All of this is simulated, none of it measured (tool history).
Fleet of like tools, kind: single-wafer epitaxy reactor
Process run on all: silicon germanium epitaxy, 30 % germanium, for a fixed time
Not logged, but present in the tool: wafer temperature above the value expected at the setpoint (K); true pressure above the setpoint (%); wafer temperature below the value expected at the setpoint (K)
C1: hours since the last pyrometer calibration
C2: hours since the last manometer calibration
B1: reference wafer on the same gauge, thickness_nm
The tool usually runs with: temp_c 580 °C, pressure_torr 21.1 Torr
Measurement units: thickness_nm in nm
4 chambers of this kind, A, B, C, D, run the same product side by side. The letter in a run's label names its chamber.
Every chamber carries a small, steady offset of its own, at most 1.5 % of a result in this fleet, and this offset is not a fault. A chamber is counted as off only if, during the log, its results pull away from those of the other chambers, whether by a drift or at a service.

run 1A hour=5.4 | temp_c=580 pressure_torr=21.1 | C1=81.5 C2=460.8 | B1=35.789 | thickness_nm=42.034
run 2C hour=12.9 | temp_c=580 pressure_torr=21.1 | C1=307.1 C2=1091.5 | B1=35.777 | thickness_nm=41.394
run 3B hour=18.3 | temp_c=580 pressure_torr=21.1 | C1=805.7 C2=1284.7 | B1=35.803 | thickness_nm=40.858
run 4D hour=22.1 | temp_c=580 pressure_torr=21.1 | C1=2420.5 C2=1618.5 | B1=35.782 | thickness_nm=41.933
run 5D hour=26.9 | temp_c=580 pressure_torr=21.1 | C1=2425.3 C2=1623.3 | B1=35.833 | thickness_nm=41.101
run 6C hour=35 | temp_c=580 pressure_torr=21.1 | C1=329.2 C2=1113.6 | B1=35.804 | thickness_nm=41.225
run 7B hour=41.9 | temp_c=580 pressure_torr=23.5 | C1=829.3 C2=1308.3 | B1=35.799 | thickness_nm=43.212
run 8A hour=48.5 | temp_c=580 pressure_torr=23.5 | C1=124.6 C2=503.9 | B1=35.755 | thickness_nm=44.194
run 9C hour=53.2 | temp_c=580 pressure_torr=23.5 | C1=347.4 C2=1131.8 | B1=35.75 | thickness_nm=43.22
run 10D hour=57.6 | temp_c=580 pressure_torr=23.5 | C1=2456 C2=1654 | B1=35.715 | thickness_nm=43.29
-- hour=63.8 chamber D: pyrometer calibrated
run 11A hour=64.4 | temp_c=580 pressure_torr=21.1 | C1=140.5 C2=519.8 | B1=35.849 | thickness_nm=41.954
run 12B hour=70.3 | temp_c=580 pressure_torr=21.1 | C1=857.7 C2=1336.7 | B1=35.809 | thickness_nm=41.01
run 13D hour=76.4 | temp_c=580 pressure_torr=24.2 | C1=12.7 C2=1672.8 | B1=35.828 | thickness_nm=41.334
run 14A hour=80.5 | temp_c=580 pressure_torr=24.2 | C1=156.6 C2=535.9 | B1=35.801 | thickness_nm=44.519
run 15C hour=87.5 | temp_c=580 pressure_torr=24.2 | C1=381.7 C2=1166.1 | B1=35.809 | thickness_nm=44.031
run 16B hour=91.7 | temp_c=580 pressure_torr=24.2 | C1=879.1 C2=1358.1 | B1=35.831 | thickness_nm=43.712
run 17A hour=98.5 | temp_c=580 pressure_torr=21.1 | C1=174.6 C2=553.9 | B1=35.824 | thickness_nm=41.848
run 18B hour=105.8 | temp_c=574 pressure_torr=21.1 | C1=893.2 C2=1372.2 | B1=35.861 | thickness_nm=36.719
run 19D hour=110.7 | temp_c=574 pressure_torr=21.1 | C1=47 C2=1707.1 | B1=35.767 | thickness_nm=34.818
run 20C hour=117.9 | temp_c=574 pressure_torr=21.1 | C1=412.1 C2=1196.5 | B1=35.791 | thickness_nm=36.695
run 21D hour=123.8 | temp_c=574 pressure_torr=21.1 | C1=60.1 C2=1720.2 | B1=35.812 | thickness_nm=34.728
run 22C hour=130.3 | temp_c=580 pressure_torr=26 | C1=424.5 C2=1208.9 | B1=35.82 | thickness_nm=44.876
run 23A hour=136.5 | temp_c=580 pressure_torr=26 | C1=212.6 C2=591.9 | B1=35.762 | thickness_nm=45.769
run 24B hour=144.8 | temp_c=580 pressure_torr=26 | C1=932.2 C2=1411.2 | B1=35.825 | thickness_nm=45.268
run 25D hour=150.6 | temp_c=580 pressure_torr=26 | C1=86.9 C2=1747 | B1=35.763 | thickness_nm=42.486
run 26C hour=154.7 | temp_c=575 pressure_torr=21.1 | C1=448.9 C2=1233.3 | B1=35.821 | thickness_nm=37.703
run 27B hour=159.2 | temp_c=575 pressure_torr=21.1 | C1=946.6 C2=1425.6 | B1=35.779 | thickness_nm=37.602
run 28A hour=166.5 | temp_c=575 pressure_torr=21.1 | C1=242.6 C2=621.9 | B1=35.821 | thickness_nm=38.327
run 29A hour=171.2 | temp_c=575 pressure_torr=21.1 | C1=247.3 C2=626.6 | B1=35.841 | thickness_nm=38.621

Next, all 4 chambers run the settings below, one line each with question marks for the results. What does each chamber give?
run 30A hour=177.4 | temp_c=580 pressure_torr=21.1 | thickness_nm=?
run 30B hour=177.4 | temp_c=580 pressure_torr=21.1 | thickness_nm=?
run 30C hour=177.4 | temp_c=580 pressure_torr=21.1 | thickness_nm=?
run 30D hour=177.4 | temp_c=580 pressure_torr=21.1 | thickness_nm=?

run=30A thickness_nm=42.184
run=30B thickness_nm=41.149
run=30C thickness_nm=41.159
run=30D thickness_nm=38.888

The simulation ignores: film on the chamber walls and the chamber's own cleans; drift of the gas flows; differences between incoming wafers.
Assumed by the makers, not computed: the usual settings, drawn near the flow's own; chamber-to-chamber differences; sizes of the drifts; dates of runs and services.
